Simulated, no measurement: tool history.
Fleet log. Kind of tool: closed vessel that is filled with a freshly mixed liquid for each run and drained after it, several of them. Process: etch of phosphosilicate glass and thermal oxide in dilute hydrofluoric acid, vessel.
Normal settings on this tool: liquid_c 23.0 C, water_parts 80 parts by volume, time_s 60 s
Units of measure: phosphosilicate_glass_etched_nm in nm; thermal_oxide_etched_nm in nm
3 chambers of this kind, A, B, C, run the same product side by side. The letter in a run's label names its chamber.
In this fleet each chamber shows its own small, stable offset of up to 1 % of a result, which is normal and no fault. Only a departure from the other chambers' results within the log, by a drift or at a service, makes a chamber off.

run   hour  liquid_c  water_parts  time_s  read-back film thickness of the phosphosilicate glass reference wafer, read on the same gauge (nm)  read-back film thickness of the thermal oxide reference wafer, read on the same gauge (nm)  phosphosilicate_glass_etched_nm  thermal_oxide_etched_nm
 1B    8.4      23.0           80      60                                                                                              40.022                                                                                      150.00                           63.073                   3.7171
 2A   15.9      23.0           80      60                                                                                              40.012                                                                                      150.04                           64.246                   3.7053
 3C   20.1      23.0           80      60                                                                                              39.991                                                                                      150.00                           65.082                   3.7675
 4B   25.4      23.0           80      60                                                                                              40.020                                                                                      150.00                           62.968                   3.7432
      26.6  -- chamber B: thermometer replaced
 5C   33.4      23.0           80      60                                                                                              40.004                                                                                      150.00                           63.639                   3.7221
 6A   39.6      23.0           80      60                                                                                              39.953                                                                                      149.99                           65.764                   3.7148
 7A   47.0      23.0           80      60                                                                                              39.994                                                                                      149.99                           64.242                   3.7133
 8C   53.6      23.0           80      60                                                                                              39.976                                                                                      150.01                           63.266                   3.6481
 9B   59.2      23.0           80      60                                                                                              40.017                                                                                      150.00                           63.739                   3.7743
10B   66.7      23.0           80      60                                                                                              40.003                                                                                      149.98                           63.182                   3.7281
11C   74.0      23.0           80      60                                                                                              39.998                                                                                      149.99                           63.645                   3.6996
12A   81.0      23.0           80      60                                                                                              40.007                                                                                      150.03                           63.515                   3.8055
13C   87.3      23.0           80      60                                                                                              39.973                                                                                      150.00                           63.939                   3.7577
14B   95.2      25.0           80      95                                                                                              39.970                                                                                      150.01                          109.120                   6.5320
15A  102.1      25.0           80      95                                                                                              39.974                                                                                      150.00                          108.840                   6.4122
16B  110.1      25.0           80      95                                                                                              39.990                                                                                      150.00                          110.200                   6.4152
17C  119.0      23.0           80      60                                                                                              40.009                                                                                      149.99                           63.052                   3.7041
18A  124.3      23.0           80      60                                                                                              39.964                                                                                      150.00                           64.435                   3.7718
19A  132.4      23.0           80      60                                                                                              39.983                                                                                      150.01                           63.815                   3.7424
20C  140.0      23.0           80      60                                                                                              39.991                                                                                      150.00                           62.945                   3.7404
21B  145.2      23.0           80      85                                                                                              40.027                                                                                      149.99                           90.791                   5.2057
22A  151.5      23.0           80      85                                                                                              40.015                                                                                      150.02                           91.267                   5.3048
23B  157.9      23.0           80      85                                                                                              39.997                                                                                      150.03                           89.948                   5.2918
24C  163.5      24.5           80      60                                                                                              39.991                                                                                      150.00                           66.521                   3.9963
25B  168.1      24.5           80      60                                                                                              40.016                                                                                      149.99                           67.586                   3.9917
26C  176.4      24.5           80      60                                                                                              40.017                                                                                      150.01                           66.736                   4.0077
27A  180.9      23.0           80      60                                                                                              39.998                                                                                      149.98                           64.397                   3.7749
28C  189.8      23.0           80      60                                                                                              39.974                                                                                      150.01                           62.387                   3.7661
29B  197.1      23.0           80      60                                                                                              39.980                                                                                      149.99                           64.340                   3.7105
30A  206.2      23.0           80      60                                                                                              39.995                                                                                      149.97                           63.843                   3.7201
31A  211.9      23.0           80      60                                                                                              39.991                                                                                      150.03                           64.480                   3.8150
32C  221.0      23.0           80      60                                                                                              39.996                                                                                      150.01                           63.303                   3.7578
33B  227.4      23.0           80      60                                                                                              40.014                                                                                      150.02                           63.950                   3.7505
34A  234.9      23.0           80      60                                                                                              40.012                                                                                      150.02                           63.383                   3.8197
35C  240.5      21.5           80      60                                                                                              40.042                                                                                      149.99                           59.740                   3.4764
36B  245.5      21.5           80      60                                                                                              40.004                                                                                      149.99                           59.467                   3.4836
37A  251.0      21.5           80      60                                                                                              40.026                                                                                      150.00                           59.784                   3.6018
38B  255.6      23.0           80      60                                                                                              40.023                                                                                      150.01                           62.187                   3.7250
39C  263.8      23.0           80      60                                                                                              39.999                                                                                      149.97                           64.299                   3.6517
40B  273.2      23.0           80      60                                                                                              39.979                                                                                      149.99                           63.639                   3.8115

Next, every chamber runs the same settings. What will each give?
41A  280.1      23.0           80      60                                                                                                                                                                                                                                ?                        ?
41B  280.1      23.0           80      60                                                                                                                                                                                                                                ?                        ?
41C  280.1      23.0           80      60                                                                                                                                                                                                                                ?                        ?

run  phosphosilicate_glass_etched_nm  thermal_oxide_etched_nm
41A                           63.716                   3.7303
41B                           63.347                   3.7499
41C                           63.687                   3.7191

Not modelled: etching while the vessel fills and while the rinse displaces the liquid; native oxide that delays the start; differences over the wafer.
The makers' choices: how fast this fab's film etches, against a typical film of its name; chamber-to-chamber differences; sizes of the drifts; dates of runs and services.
